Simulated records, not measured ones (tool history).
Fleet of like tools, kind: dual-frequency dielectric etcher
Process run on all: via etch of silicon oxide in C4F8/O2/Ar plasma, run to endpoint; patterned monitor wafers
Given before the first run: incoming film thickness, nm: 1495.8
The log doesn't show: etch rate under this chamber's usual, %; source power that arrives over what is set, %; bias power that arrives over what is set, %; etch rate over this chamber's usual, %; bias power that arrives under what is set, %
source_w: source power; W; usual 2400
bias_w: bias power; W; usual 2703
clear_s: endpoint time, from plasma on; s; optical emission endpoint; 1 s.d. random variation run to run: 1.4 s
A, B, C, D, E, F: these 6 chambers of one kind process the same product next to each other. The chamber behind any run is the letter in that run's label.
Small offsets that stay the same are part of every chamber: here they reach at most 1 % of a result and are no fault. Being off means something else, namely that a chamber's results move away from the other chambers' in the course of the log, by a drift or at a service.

run,hour,source_w,bias_w,hours since the last wet clean,hours since the last source power generator calibration,hours since the last bias power generator calibration,clear_s
1D,4.8,2400,2703,191.9,1037.2,2118,249.19
# hour 9.7: chamber E: wet clean of the chamber
2F,11.5,2400,2703,230.1,2602.5,3353.8,252.68
3E,15.9,2400,2703,6.3,326.9,796.3,250.17
4B,19.1,2400,2703,61.2,618.5,822.1,249.58
5A,23.8,2400,2703,87.5,241.5,2252,257.64
6C,27.1,2400,2703,317.6,1071.3,3198.3,250.66
7D,33.2,2400,2703,220.3,1065.6,2146.4,250.32
8A,36.9,2400,2703,100.6,254.6,2265.1,250.78
# hour 40.4: chamber C: wet clean of the chamber
9F,41.8,2400,2703,260.4,2632.8,3384.1,248.68
10B,45.6,2400,2703,87.7,645,848.6,247.7
11E,49,2400,2703,39.4,360,829.4,248.33
12C,53.2,2400,2703,12.9,1097.4,3224.4,253.15
13F,59.5,2170,2222,278.1,2650.5,3401.8,277.63
14D,63.5,2170,2222,250.6,1095.9,2176.7,275.59
15A,69.8,2170,2222,133.5,287.5,2298,280.03
16C,75.1,2170,2222,34.8,1119.3,3246.3,274.8
17B,80.9,2170,2222,123,680.3,883.9,274.5
18E,84.6,2170,2222,75,395.6,865,274.56
19F,89.9,2400,2703,308.5,2680.9,3432.2,250.53
20B,95.9,2400,2703,138,695.3,898.9,247.98
21C,100.3,2400,2703,60,1144.5,3271.5,251.57
22A,103.6,2400,2703,167.3,321.3,2331.8,253.02
23E,106.9,2400,2703,97.3,417.9,887.3,248.43
24D,110.6,2400,2703,297.7,1143,2223.8,252.26
25E,115.2,2850,2950,105.6,426.2,895.6,225.53
26C,121,2850,2950,80.7,1165.2,3292.2,229.04
27A,126.7,2850,2950,190.4,344.4,2354.9,231.41
28F,133.2,2850,2950,351.8,2724.2,3475.5,228.33
29D,137.8,2850,2950,324.9,1170.2,2251,228.66
30B,143.5,2850,2950,185.6,742.9,946.5,227.27
31C,147.4,2400,2703,107.1,1191.6,3318.6,250.99
32F,153.2,2400,2703,371.8,2744.2,3495.5,248.59
33D,157,2660,2331,344.1,1189.4,2270.2,251.87
34A,160.4,2660,2331,224.1,378.1,2388.6,253.02
35E,164.1,2660,2331,154.5,475.1,944.5,249.62
36B,169.7,2660,2331,211.8,769.1,972.7,248.62
37F,175.1,2660,2331,393.7,2766.1,3517.4,250.3

Decide between three cases: one chamber stands off from its peers, the gauge reading all wafers drifts, or nothing is wrong past each chamber's small offset. Where a chamber is off, say which and what most likely put it there.

No chamber is off and the gauge is stable; the differences are just each chamber's small, constant offset.

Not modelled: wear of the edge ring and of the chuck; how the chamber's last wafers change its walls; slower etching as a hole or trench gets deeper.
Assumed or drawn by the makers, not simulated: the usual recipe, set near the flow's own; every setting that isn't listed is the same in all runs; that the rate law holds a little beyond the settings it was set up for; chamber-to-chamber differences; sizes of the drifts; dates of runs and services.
